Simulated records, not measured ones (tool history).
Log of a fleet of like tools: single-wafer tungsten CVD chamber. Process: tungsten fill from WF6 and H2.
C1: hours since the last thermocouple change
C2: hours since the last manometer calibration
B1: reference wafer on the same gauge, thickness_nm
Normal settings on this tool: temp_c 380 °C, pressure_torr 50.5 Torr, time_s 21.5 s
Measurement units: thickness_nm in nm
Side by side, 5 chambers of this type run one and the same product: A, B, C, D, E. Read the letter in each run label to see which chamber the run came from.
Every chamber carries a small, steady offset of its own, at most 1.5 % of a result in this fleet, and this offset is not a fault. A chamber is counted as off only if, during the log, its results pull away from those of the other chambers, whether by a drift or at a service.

{"run": "1C", "day": 0.325, "temp_c": 380, "pressure_torr": 50.5, "time_s": 21.5, "C1": 1555.2, "C2": 163.5, "B1": 56.906, "thickness_nm": 53.372}
{"run": "2B", "day": 0.608, "temp_c": 380, "pressure_torr": 50.5, "time_s": 21.5, "C1": 1392.5, "C2": 1375, "B1": 56.861, "thickness_nm": 54.011}
{"run": "3D", "day": 1.025, "temp_c": 380, "pressure_torr": 50.5, "time_s": 21.5, "C1": 389.2, "C2": 1679.6, "B1": 56.886, "thickness_nm": 54.204}
{"run": "4A", "day": 1.475, "temp_c": 380, "pressure_torr": 50.5, "time_s": 21.5, "C1": 810.9, "C2": 1525.7, "B1": 56.852, "thickness_nm": 54.338}
{"run": "5E", "day": 1.779, "temp_c": 380, "pressure_torr": 50.5, "time_s": 21.5, "C1": 1421.4, "C2": 161.7, "B1": 56.837, "thickness_nm": 53.308}
{"run": "6A", "day": 2.062, "temp_c": 380, "pressure_torr": 42.9, "time_s": 25.1, "C1": 825, "C2": 1539.8, "B1": 56.819, "thickness_nm": 58.856}
{"run": "7E", "day": 2.338, "temp_c": 380, "pressure_torr": 42.9, "time_s": 25.1, "C1": 1434.8, "C2": 175.1, "B1": 56.83, "thickness_nm": 57.857}
{"run": "8C", "day": 2.792, "temp_c": 380, "pressure_torr": 42.9, "time_s": 25.1, "C1": 1614.4, "C2": 222.7, "B1": 56.804, "thickness_nm": 57.803}
{"run": "9B", "day": 3.158, "temp_c": 380, "pressure_torr": 42.9, "time_s": 25.1, "C1": 1453.7, "C2": 1436.2, "B1": 56.829, "thickness_nm": 58.719}
{"run": "10D", "day": 3.446, "temp_c": 380, "pressure_torr": 42.9, "time_s": 25.1, "C1": 447.3, "C2": 1737.7, "B1": 56.803, "thickness_nm": 58.577}
{"run": "11A", "day": 3.725, "temp_c": 380, "pressure_torr": 50.5, "time_s": 21.5, "C1": 864.9, "C2": 1579.7, "B1": 56.781, "thickness_nm": 54.211}
{"run": "12C", "day": 4.029, "temp_c": 380, "pressure_torr": 50.5, "time_s": 21.5, "C1": 1644.1, "C2": 252.4, "B1": 56.766, "thickness_nm": 53.447}
{"run": "13E", "day": 4.488, "temp_c": 380, "pressure_torr": 50.5, "time_s": 21.5, "C1": 1486.4, "C2": 226.7, "B1": 56.754, "thickness_nm": 53.34}
{"run": "14B", "day": 4.921, "temp_c": 380, "pressure_torr": 50.5, "time_s": 21.5, "C1": 1496, "C2": 1478.5, "B1": 56.733, "thickness_nm": 54.053}
{"run": "15D", "day": 5.133, "temp_c": 380, "pressure_torr": 50.5, "time_s": 21.5, "C1": 487.8, "C2": 1778.2, "B1": 56.731, "thickness_nm": 53.962}
{"run": "16D", "day": 5.404, "temp_c": 380, "pressure_torr": 50.5, "time_s": 21.5, "C1": 494.3, "C2": 1784.7, "B1": 56.717, "thickness_nm": 53.875}
{"run": "17B", "day": 5.75, "temp_c": 380, "pressure_torr": 50.5, "time_s": 21.5, "C1": 1515.9, "C2": 1498.4, "B1": 56.724, "thickness_nm": 53.823}
{"run": "18E", "day": 6.117, "temp_c": 380, "pressure_torr": 50.5, "time_s": 21.5, "C1": 1525.5, "C2": 265.8, "B1": 56.712, "thickness_nm": 53.159}
{"run": "19C", "day": 6.538, "temp_c": 380, "pressure_torr": 50.5, "time_s": 21.5, "C1": 1704.3, "C2": 312.6, "B1": 56.698, "thickness_nm": 53.25}
{"run": "20A", "day": 6.95, "temp_c": 380, "pressure_torr": 50.5, "time_s": 21.5, "C1": 942.3, "C2": 1657.1, "B1": 56.668, "thickness_nm": 54.028}
{"run": "21D", "day": 7.179, "temp_c": 380, "pressure_torr": 50.5, "time_s": 21.5, "C1": 536.9, "C2": 1827.3, "B1": 56.653, "thickness_nm": 53.919}
{"run": "22B", "day": 7.412, "temp_c": 380, "pressure_torr": 50.5, "time_s": 21.5, "C1": 1555.8, "C2": 1538.3, "B1": 56.674, "thickness_nm": 53.84}
{"run": "23C", "day": 7.829, "temp_c": 380, "pressure_torr": 50.5, "time_s": 21.5, "C1": 1735.3, "C2": 343.6, "B1": 56.656, "thickness_nm": 53.175}
{"day": 7.838, "done": "chamber B: thermocouple changed; heater temperature recalibrated"}
{"run": "24E", "day": 8.262, "temp_c": 380, "pressure_torr": 50.5, "time_s": 21.5, "C1": 1577, "C2": 317.3, "B1": 56.62, "thickness_nm": 53.24}
{"run": "25A", "day": 8.638, "temp_c": 380, "pressure_torr": 50.5, "time_s": 21.5, "C1": 982.8, "C2": 1697.6, "B1": 56.63, "thickness_nm": 54.028}
{"run": "26B", "day": 9.046, "temp_c": 380, "pressure_torr": 42.5, "time_s": 21.5, "C1": 29.1, "C2": 1577.5, "B1": 56.603, "thickness_nm": 49.817}
{"run": "27D", "day": 9.304, "temp_c": 380, "pressure_torr": 42.5, "time_s": 21.5, "C1": 587.9, "C2": 1878.3, "B1": 56.615, "thickness_nm": 49.709}
{"run": "28C", "day": 9.575, "temp_c": 380, "pressure_torr": 42.5, "time_s": 21.5, "C1": 1777.2, "C2": 385.5, "B1": 56.589, "thickness_nm": 49.282}
{"day": 9.596, "done": "chamber A: capacitance manometer re-zeroed and calibrated"}
{"run": "29A", "day": 9.804, "temp_c": 380, "pressure_torr": 42.5, "time_s": 21.5, "C1": 1010.8, "C2": 5, "B1": 56.587, "thickness_nm": 49.769}
{"run": "30E", "day": 10.075, "temp_c": 380, "pressure_torr": 42.5, "time_s": 21.5, "C1": 1620.5, "C2": 360.8, "B1": 56.581, "thickness_nm": 48.988}
{"run": "31B", "day": 10.546, "temp_c": 367, "pressure_torr": 50.5, "time_s": 21.5, "C1": 65.1, "C2": 1613.5, "B1": 56.542, "thickness_nm": 40.98}
{"run": "32D", "day": 10.992, "temp_c": 367, "pressure_torr": 50.5, "time_s": 21.5, "C1": 628.4, "C2": 1918.8, "B1": 56.536, "thickness_nm": 41.112}

What goes on in this fleet: one chamber off, a drifting gauge, or nothing beyond the chambers' own small offsets? Name the chamber and the cause, if any.

No chamber is off; the gauge reading every chamber's wafers drifts, which makes the whole fleet appear to move together.
Cause: gauge reads low (%) = 0.65.
